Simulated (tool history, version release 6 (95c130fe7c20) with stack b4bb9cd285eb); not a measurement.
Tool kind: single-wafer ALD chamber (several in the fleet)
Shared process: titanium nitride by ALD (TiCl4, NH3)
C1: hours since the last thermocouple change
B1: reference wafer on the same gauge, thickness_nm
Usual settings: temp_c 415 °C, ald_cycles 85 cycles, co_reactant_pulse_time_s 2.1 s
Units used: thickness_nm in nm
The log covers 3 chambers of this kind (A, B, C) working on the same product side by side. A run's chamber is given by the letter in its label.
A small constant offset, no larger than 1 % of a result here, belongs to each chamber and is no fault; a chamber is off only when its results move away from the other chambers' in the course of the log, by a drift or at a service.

Run 1A, day 0.346: usual settings; C1 452.1; B1 1.8797. Result: thickness_nm 1.9009 nm.
Run 2B, day 0.883: usual settings; C1 640; B1 1.8809. Result: thickness_nm 1.8983 nm.
Run 3C, day 1.304: usual settings; C1 2204.4; B1 1.8816. Result: thickness_nm 1.8839 nm.
Run 4B, day 1.708: usual settings; C1 659.8; B1 1.8816. Result: thickness_nm 1.9037 nm.
Run 5C, day 2.254: usual settings; C1 2227.2; B1 1.8827. Result: thickness_nm 1.8845 nm.
Run 6A, day 2.571: usual settings; C1 505.5; B1 1.8835. Result: thickness_nm 1.9008 nm.
Run 7B, day 3.033: usual settings; C1 691.6; B1 1.8838. Result: thickness_nm 1.9083 nm.
Run 8A, day 3.5: usual settings but ald_cycles 78 cycles, co_reactant_pulse_time_s 2.74 s; C1 527.8; B1 1.884. Result: thickness_nm 1.7594 nm.
Run 9C, day 3.85: usual settings but ald_cycles 78 cycles, co_reactant_pulse_time_s 2.74 s; C1 2265.5; B1 1.8844. Result: thickness_nm 1.7422 nm.
Run 10A, day 4.208: usual settings but ald_cycles 78 cycles, co_reactant_pulse_time_s 2.74 s; C1 544.8; B1 1.8844. Result: thickness_nm 1.7618 nm.
Run 11C, day 4.717: usual settings; C1 2286.3; B1 1.8853. Result: thickness_nm 1.8846 nm.
Run 12B, day 5.221: usual settings; C1 744.1; B1 1.8859. Result: thickness_nm 1.9067 nm.
Run 13C, day 5.471: usual settings; C1 2304.4; B1 1.8859. Result: thickness_nm 1.8851 nm.
Run 14A, day 5.808: usual settings; C1 583.2; B1 1.8865. Result: thickness_nm 1.9085 nm.
Run 15B, day 6.217: usual settings; C1 768; B1 1.8871. Result: thickness_nm 1.904 nm.
Run 16A, day 6.629: usual settings; C1 602.9; B1 1.8866. Result: thickness_nm 1.907 nm.
Run 17B, day 7.025: usual settings; C1 787.4; B1 1.8885. Result: thickness_nm 1.9063 nm.
Run 18C, day 7.433: usual settings; C1 2351.5; B1 1.8885. Result: thickness_nm 1.8864 nm.
At day 7.638: chamber C: thermocouple changed; heater temperature recalibrated.
Run 19A, day 7.679: usual settings; C1 628.1; B1 1.8883. Result: thickness_nm 1.9073 nm.
Run 20B, day 8.05: usual settings; C1 812; B1 1.8893. Result: thickness_nm 1.9079 nm.
Run 21C, day 8.375: usual settings but ald_cycles 95 cycles; C1 17.8; B1 1.8894. Result: thickness_nm 2.1089 nm.
Run 22A, day 8.921: usual settings but ald_cycles 95 cycles; C1 657.9; B1 1.8907. Result: thickness_nm 2.1334 nm.
Run 23C, day 9.217: usual settings but ald_cycles 95 cycles; C1 38; B1 1.8907. Result: thickness_nm 2.1069 nm.
Run 24B, day 9.471: usual settings but temp_c 410 °C; C1 846.1; B1 1.8911. Result: thickness_nm 1.9077 nm.

Predict what each chamber gives when all 3 of them run the settings below next.
Run 25A, day 9.862: usual settings. Result: thickness_nm ?.
Run 25B, day 9.862: usual settings. Result: thickness_nm ?.
Run 25C, day 9.862: usual settings. Result: thickness_nm ?.

run  thickness_nm
25A        1.9087
25B        1.9154
25C        1.8913

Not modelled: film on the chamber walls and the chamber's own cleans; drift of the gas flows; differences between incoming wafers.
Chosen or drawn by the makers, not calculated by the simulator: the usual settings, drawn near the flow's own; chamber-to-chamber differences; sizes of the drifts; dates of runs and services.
